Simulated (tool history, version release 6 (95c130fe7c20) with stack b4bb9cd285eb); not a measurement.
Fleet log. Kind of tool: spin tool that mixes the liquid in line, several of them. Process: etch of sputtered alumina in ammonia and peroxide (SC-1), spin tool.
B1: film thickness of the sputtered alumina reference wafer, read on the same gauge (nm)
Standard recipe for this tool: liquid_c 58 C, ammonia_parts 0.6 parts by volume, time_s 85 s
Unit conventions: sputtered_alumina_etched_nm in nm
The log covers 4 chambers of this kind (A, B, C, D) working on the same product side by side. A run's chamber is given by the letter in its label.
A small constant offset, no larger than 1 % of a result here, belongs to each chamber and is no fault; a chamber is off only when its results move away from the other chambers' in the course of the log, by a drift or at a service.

Run 1B, hour 9.4: usual settings; B1 150.01. Result: sputtered_alumina_etched_nm 5.058 nm.
At hour 18.3: chamber B: thermometer replaced.
Run 2D, hour 19.1: usual settings; B1 150.04. Result: sputtered_alumina_etched_nm 5.0676 nm.
Run 3A, hour 32.5: usual settings; B1 149.99. Result: sputtered_alumina_etched_nm 5.0876 nm.
Run 4C, hour 46.5: usual settings; B1 150.02. Result: sputtered_alumina_etched_nm 5.0676 nm.
At hour 57.4: chamber D: new drum of ammonia solution connected.
Run 5C, hour 59.5: usual settings but ammonia_parts 0.8 parts by volume, time_s 45 s; B1 149.98. Result: sputtered_alumina_etched_nm 2.8237 nm.
Run 6D, hour 72.2: usual settings but ammonia_parts 0.8 parts by volume, time_s 45 s; B1 150.01. Result: sputtered_alumina_etched_nm 2.7666 nm.
Run 7A, hour 81.6: usual settings but ammonia_parts 0.8 parts by volume, time_s 45 s; B1 149.99. Result: sputtered_alumina_etched_nm 2.8036 nm.
Run 8B, hour 95.8: usual settings but ammonia_parts 0.8 parts by volume, time_s 45 s; B1 149.95. Result: sputtered_alumina_etched_nm 2.7494 nm.
Run 9B, hour 103.5: usual settings but time_s 120 s; B1 149.95. Result: sputtered_alumina_etched_nm 7.0741 nm.
Run 10A, hour 112.1: usual settings but time_s 120 s; B1 149.97. Result: sputtered_alumina_etched_nm 7.1292 nm.
Run 11C, hour 122.5: usual settings but time_s 120 s; B1 149.98. Result: sputtered_alumina_etched_nm 7.237 nm.
Run 12D, hour 132.1: usual settings but time_s 120 s; B1 149.98. Result: sputtered_alumina_etched_nm 7.2387 nm.
At hour 140.9: chamber B: new drum of ammonia solution connected.
Run 13B, hour 142.1: usual settings; B1 150.06. Result: sputtered_alumina_etched_nm 5.0241 nm.
Run 14C, hour 150.6: usual settings; B1 149.99. Result: sputtered_alumina_etched_nm 5.0527 nm.
Run 15D, hour 165.2: usual settings; B1 150. Result: sputtered_alumina_etched_nm 5.1232 nm.
At hour 173.6: chamber A: new drum of ammonia solution connected.
Run 16A, hour 174.3: usual settings; B1 150.02. Result: sputtered_alumina_etched_nm 4.9328 nm.
Run 17D, hour 183.9: usual settings; B1 149.96. Result: sputtered_alumina_etched_nm 5.0939 nm.
Run 18C, hour 193.2: usual settings; B1 150.01. Result: sputtered_alumina_etched_nm 5.1343 nm.
Run 19B, hour 208.1: usual settings; B1 150.02. Result: sputtered_alumina_etched_nm 5.0708 nm.
Run 20A, hour 219.2: usual settings but liquid_c 51 C; B1 150.01. Result: sputtered_alumina_etched_nm 3.4193 nm.
Run 21B, hour 227.9: usual settings but liquid_c 51 C; B1 149.96. Result: sputtered_alumina_etched_nm 3.3953 nm.
Run 22A, hour 243: usual settings but liquid_c 51 C; B1 150.01. Result: sputtered_alumina_etched_nm 3.3272 nm.
At hour 248.3: chamber C: new drum of ammonia solution connected.
Run 23D, hour 252.6: usual settings but liquid_c 51 C; B1 149.96. Result: sputtered_alumina_etched_nm 3.498 nm.
Run 24C, hour 266.4: usual settings; B1 149.99. Result: sputtered_alumina_etched_nm 5.0661 nm.
At hour 268: chamber D: thermometer replaced.
Run 25A, hour 276.6: usual settings; B1 149.98. Result: sputtered_alumina_etched_nm 4.8414 nm.
Run 26B, hour 288.9: usual settings; B1 149.96. Result: sputtered_alumina_etched_nm 5.0161 nm.
Run 27C, hour 295.9: usual settings; B1 150.01. Result: sputtered_alumina_etched_nm 4.9903 nm.
Run 28D, hour 307.4: usual settings; B1 150. Result: sputtered_alumina_etched_nm 5.023 nm.
Run 29B, hour 320.1: usual settings; B1 150.02. Result: sputtered_alumina_etched_nm 5.0578 nm.
Run 30C, hour 327.3: usual settings but liquid_c 51 C; B1 149.98. Result: sputtered_alumina_etched_nm 3.5013 nm.
Run 31A, hour 336.4: usual settings but liquid_c 51 C; B1 150.04. Result: sputtered_alumina_etched_nm 3.2503 nm.
Run 32D, hour 349.9: usual settings but liquid_c 51 C; B1 149.94. Result: sputtered_alumina_etched_nm 3.5255 nm.
Run 33C, hour 358.6: usual settings but liquid_c 51 C; B1 149.99. Result: sputtered_alumina_etched_nm 3.4908 nm.
Run 34D, hour 373.7: usual settings but liquid_c 66.5 C, time_s 115 s; B1 150.02. Result: sputtered_alumina_etched_nm 10.712 nm.

Is one chamber out of step, is the gauge drifting, or do the chambers differ by no more than their own small offsets? For an off chamber, give its letter and the likeliest cause.

It is chamber A that slowly wanders off from its peers.
Most likely cause: liquid colder than its thermometer reads (K) = 1.54.
The log may not tell that from: temperature lost on the way to the wafer (K).

Below are 4 candidate recipes for chamber A's next run, each the usual settings with a change, their results shown as question marks. Which of them brings A's results back in line with what the other chambers give on the usual settings?
Maximum distance from the other chambers' mean on the usual settings for a result to count as in line: sputtered_alumina_etched_nm 0.17 nm
Run 35A-1, hour 384.6: usual settings but liquid_c 54.5 C. Result: sputtered_alumina_etched_nm ?.
Run 35A-2, hour 384.6: usual settings but liquid_c 61.5 C. Result: sputtered_alumina_etched_nm ?.
Run 35A-3, hour 384.6: usual settings but liquid_c 56.5 C. Result: sputtered_alumina_etched_nm ?.
Run 35A-4, hour 384.6: usual settings but liquid_c 59.5 C. Result: sputtered_alumina_etched_nm ?.

Other chambers, usual settings, mean: sputtered_alumina_etched_nm 5.0705 nm
  run  sputtered_alumina_etched_nm
35A-1                       3.9244
35A-2                       5.6414
35A-3                       4.3605
35A-4                        5.095
35A-4 is the one that brings the chamber's results back in line with the other chambers.
